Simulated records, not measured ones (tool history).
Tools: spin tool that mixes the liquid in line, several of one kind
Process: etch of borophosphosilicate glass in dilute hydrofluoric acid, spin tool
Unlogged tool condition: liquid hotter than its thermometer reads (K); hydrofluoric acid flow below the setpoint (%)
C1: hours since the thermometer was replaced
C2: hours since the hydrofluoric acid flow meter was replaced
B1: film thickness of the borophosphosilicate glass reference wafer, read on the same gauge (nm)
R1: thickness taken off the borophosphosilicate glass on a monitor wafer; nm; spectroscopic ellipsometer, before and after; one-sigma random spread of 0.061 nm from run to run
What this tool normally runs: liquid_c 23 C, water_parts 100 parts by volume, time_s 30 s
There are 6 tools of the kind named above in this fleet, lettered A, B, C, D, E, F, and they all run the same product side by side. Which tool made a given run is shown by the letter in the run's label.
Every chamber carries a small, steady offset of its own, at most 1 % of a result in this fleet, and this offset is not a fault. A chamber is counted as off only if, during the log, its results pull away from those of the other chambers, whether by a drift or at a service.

Run 1B, hour 9.1: usual settings; C1 1071.6; C2 576.9; B1 60.04. Result: R1 11.325 nm.
At hour 17.1: chamber A: thermometer replaced.
Run 2A, hour 20.2: usual settings; C1 3.1; C2 1197.2; B1 60.016. Result: R1 11.317 nm.
Run 3E, hour 32.1: usual settings; C1 1524.1; C2 834.9; B1 60.006. Result: R1 11.256 nm.
Run 4F, hour 39.9: usual settings; C1 234.2; C2 761; B1 59.99. Result: R1 11.332 nm.
Run 5D, hour 48.1: usual settings; C1 220.5; C2 188.9; B1 60.024. Result: R1 11.395 nm.
Run 6C, hour 58: usual settings; C1 312.2; C2 293.4; B1 59.998. Result: R1 11.584 nm.
Run 7D, hour 67.9: usual settings; C1 240.3; C2 208.7; B1 60.001. Result: R1 11.347 nm.
Run 8E, hour 79.3: usual settings but water_parts 75 parts by volume, time_s 20 s; C1 1571.3; C2 882.1; B1 60.007. Result: R1 10.357 nm.
Run 9F, hour 88.1: usual settings but water_parts 75 parts by volume, time_s 20 s; C1 282.4; C2 809.2; B1 59.988. Result: R1 10.461 nm.
Run 10A, hour 97.9: usual settings but water_parts 75 parts by volume, time_s 20 s; C1 80.8; C2 1274.9; B1 60.028. Result: R1 10.334 nm.
Run 11B, hour 105.3: usual settings but water_parts 75 parts by volume, time_s 20 s; C1 1167.8; C2 673.1; B1 59.99. Result: R1 10.274 nm.
Run 12C, hour 114.2: usual settings but water_parts 75 parts by volume, time_s 20 s; C1 368.4; C2 349.6; B1 59.996. Result: R1 10.418 nm.
Run 13A, hour 128: usual settings but water_parts 75 parts by volume, time_s 20 s; C1 110.9; C2 1305; B1 60.023. Result: R1 10.326 nm.
Run 14F, hour 135.4: usual settings; C1 329.7; C2 856.5; B1 59.998. Result: R1 11.351 nm.
Run 15E, hour 148.4: usual settings; C1 1640.4; C2 951.2; B1 60.014. Result: R1 11.318 nm.
Run 16D, hour 159.4: usual settings; C1 331.8; C2 300.2; B1 59.975. Result: R1 11.352 nm.
Run 17C, hour 169.2: usual settings; C1 423.4; C2 404.6; B1 60.008. Result: R1 11.516 nm.
Run 18B, hour 179.3: usual settings; C1 1241.8; C2 747.1; B1 60.007. Result: R1 11.417 nm.
Run 19C, hour 190.2: usual settings; C1 444.4; C2 425.6; B1 60.015. Result: R1 11.436 nm.
Run 20E, hour 203: usual settings; C1 1695; C2 1005.8; B1 59.991. Result: R1 11.236 nm.
Run 21B, hour 212.3: usual settings but time_s 40 s; C1 1274.8; C2 780.1; B1 60.018. Result: R1 15.179 nm.
Run 22D, hour 225.1: usual settings but time_s 40 s; C1 397.5; C2 365.9; B1 60.027. Result: R1 15.113 nm.
Run 23A, hour 236.5: usual settings but time_s 40 s; C1 219.4; C2 1413.5; B1 60.016. Result: R1 15.098 nm.
Run 24F, hour 245.1: usual settings but time_s 40 s; C1 439.4; C2 966.2; B1 60.031. Result: R1 14.878 nm.
At hour 248.5: chamber E: hydrofluoric acid flow meter replaced.
Run 25A, hour 257.2: usual settings but time_s 40 s; C1 240.1; C2 1434.2; B1 60.012. Result: R1 15.117 nm.
Run 26D, hour 266.9: usual settings but time_s 40 s; C1 439.3; C2 407.7; B1 59.998. Result: R1 15.232 nm.
Run 27F, hour 280.9: usual settings; C1 475.2; C2 1002; B1 59.982. Result: R1 11.136 nm.
Run 28C, hour 294.4: usual settings; C1 548.6; C2 529.8; B1 59.993. Result: R1 11.373 nm.
Run 29B, hour 301.2: usual settings but water_parts 65 parts by volume, time_s 20 s; C1 1363.7; C2 869; B1 59.987. Result: R1 12.138 nm.
Run 30E, hour 314.7: usual settings but water_parts 65 parts by volume, time_s 20 s; C1 1806.7; C2 66.3; B1 60.004. Result: R1 12.148 nm.
Run 31D, hour 326.6: usual settings but water_parts 65 parts by volume, time_s 20 s; C1 499; C2 467.4; B1 59.987. Result: R1 12.296 nm.
At hour 327.4: chamber D: thermometer replaced.
At hour 328: chamber B: hydrofluoric acid flow meter replaced.
Run 32C, hour 338.3: usual settings but water_parts 65 parts by volume, time_s 20 s; C1 592.5; C2 573.7; B1 59.984. Result: R1 12.152 nm.
Run 33A, hour 351.4: usual settings but water_parts 65 parts by volume, time_s 20 s; C1 334.3; C2 1528.4; B1 60.016. Result: R1 12.066 nm.
At hour 356.4: chamber A: hydrofluoric acid flow meter replaced.
Run 34E, hour 361.4: usual settings but water_parts 65 parts by volume, time_s 20 s; C1 1853.4; C2 113; B1 59.975. Result: R1 12.098 nm.
Run 35F, hour 371.2: usual settings; C1 565.5; C2 1092.3; B1 59.999. Result: R1 10.961 nm.
Run 36B, hour 378.1: usual settings; C1 1440.6; C2 50.2; B1 59.958. Result: R1 11.254 nm.
Run 37A, hour 392.7: usual settings; C1 375.6; C2 36.3; B1 59.994. Result: R1 11.338 nm.
Run 38D, hour 405.7: usual settings; C1 78.4; C2 546.5; B1 60.005. Result: R1 11.44 nm.
Run 39F, hour 419.8: usual settings but liquid_c 19.5 C; C1 614.1; C2 1140.9; B1 59.979. Result: R1 9.4856 nm.
Run 40E, hour 429: usual settings but liquid_c 19.5 C; C1 1921; C2 180.6; B1 59.975. Result: R1 9.8489 nm.
Run 41B, hour 439.4: usual settings but liquid_c 19.5 C; C1 1501.9; C2 111.5; B1 59.983. Result: R1 9.7777 nm.

What goes on in this fleet: one chamber off, a drifting gauge, or nothing beyond the chambers' own small offsets? Name the chamber and the cause, if any.

It is chamber F that slowly wanders off from its peers.
Most likely cause: hydrofluoric acid flow below the setpoint (%) = 4.07.
With only this log, it may be confused with: liquid colder than its thermometer reads (K).

Which of the 4 candidates below, each the usual settings with something changed and its results left as question marks, puts chamber F back in line with what the other chambers give on the usual settings?
In-line tolerance around the mean of the other chambers on the usual settings: R1 0.21 nm
Run 42F-1, hour 450: usual settings but water_parts 90 parts by volume. Result: R1 ?.
Run 42F-2, hour 450: usual settings but water_parts 105 parts by volume. Result: R1 ?.
Run 42F-3, hour 450: usual settings but water_parts 95 parts by volume. Result: R1 ?.
Run 42F-4, hour 450: usual settings but water_parts 110 parts by volume. Result: R1 ?.

The mean the other chambers reach with the usual settings: R1 11.368 nm
  run      R1
42F-1  12.145
42F-2  10.223
42F-3  11.436
42F-4  9.6994
42F-3 brings the chamber back in line.

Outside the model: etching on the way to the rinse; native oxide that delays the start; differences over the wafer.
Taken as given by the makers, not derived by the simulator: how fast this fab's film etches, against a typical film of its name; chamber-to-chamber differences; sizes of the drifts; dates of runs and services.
